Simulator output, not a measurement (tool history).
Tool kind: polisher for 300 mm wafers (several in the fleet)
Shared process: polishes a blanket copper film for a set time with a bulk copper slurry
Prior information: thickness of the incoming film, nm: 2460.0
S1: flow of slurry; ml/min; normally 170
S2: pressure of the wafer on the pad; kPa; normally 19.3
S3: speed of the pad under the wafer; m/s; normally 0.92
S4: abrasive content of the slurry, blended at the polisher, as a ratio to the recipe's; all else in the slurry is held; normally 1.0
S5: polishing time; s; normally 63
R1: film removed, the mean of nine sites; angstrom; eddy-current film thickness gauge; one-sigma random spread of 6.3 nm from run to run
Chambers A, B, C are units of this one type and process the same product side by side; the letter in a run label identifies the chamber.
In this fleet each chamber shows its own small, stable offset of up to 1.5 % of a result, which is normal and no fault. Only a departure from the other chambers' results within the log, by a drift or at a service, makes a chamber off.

run,day,S1,S2,S3,S4,S5,R1
1C,0.267,170,19.3,0.92,1.0,63,4790.9
2A,0.433,170,19.3,0.92,1.0,63,4931.8
# day 0.508: chamber C: slurry blender recalibrated
3B,0.579,170,19.3,0.92,1.0,63,5046.5
4A,0.854,170,19.3,0.92,1.0,63,4862.9
5B,1.112,170,19.3,0.92,1.0,63,4968.0
6C,1.296,170,19.3,0.92,1.0,63,4988.9
# day 1.417: chamber C: worn pad replaced by a new one
7C,1.521,170,19.3,0.92,1.0,63,4952.3
8A,1.696,170,15.2,0.92,1.0,63,3955.9
# day 1.746: chamber A: worn pad replaced by a new one
9B,1.867,170,15.2,0.92,1.0,63,3981.9
# day 2.025: chamber A: head pressure recalibrated
10B,2.038,170,15.2,0.92,1.0,63,3970.3
11C,2.312,170,19.3,0.92,1.0,63,4959.2
12A,2.558,170,19.3,0.92,1.0,63,4868.5
13C,2.783,170,19.3,0.92,1.0,73,5685.0
# day 2.825: chamber B: worn pad replaced by a new one
14A,2.988,170,19.3,0.92,1.0,73,5733.7
15B,3.204,170,19.3,0.92,1.0,73,5819.1
16C,3.383,170,19.3,0.92,1.0,63,4974.2
17A,3.546,170,19.3,0.92,1.0,63,4999.6
18B,3.771,170,19.3,0.92,1.0,63,5010.6
# day 3.838: chamber C: worn pad replaced by a new one
19A,3.912,170,19.3,0.92,1.0,70,5392.1
20C,4.092,170,19.3,0.92,1.0,70,5311.4
21B,4.300,170,19.3,0.92,1.0,70,5612.7
22B,4.546,170,19.3,0.66,1.2,63,3775.0
23C,4.758,170,19.3,0.66,1.2,63,3664.8

The same settings go to every chamber for the next run, one line per chamber below. Forecast the results for each:
24A,4.975,170,19.3,0.92,1.0,63,?
24B,4.975,170,19.3,0.92,1.0,63,?
24C,4.975,170,19.3,0.92,1.0,63,?

run,R1
24A,4947.6
24B,5027.0
24C,4934.5

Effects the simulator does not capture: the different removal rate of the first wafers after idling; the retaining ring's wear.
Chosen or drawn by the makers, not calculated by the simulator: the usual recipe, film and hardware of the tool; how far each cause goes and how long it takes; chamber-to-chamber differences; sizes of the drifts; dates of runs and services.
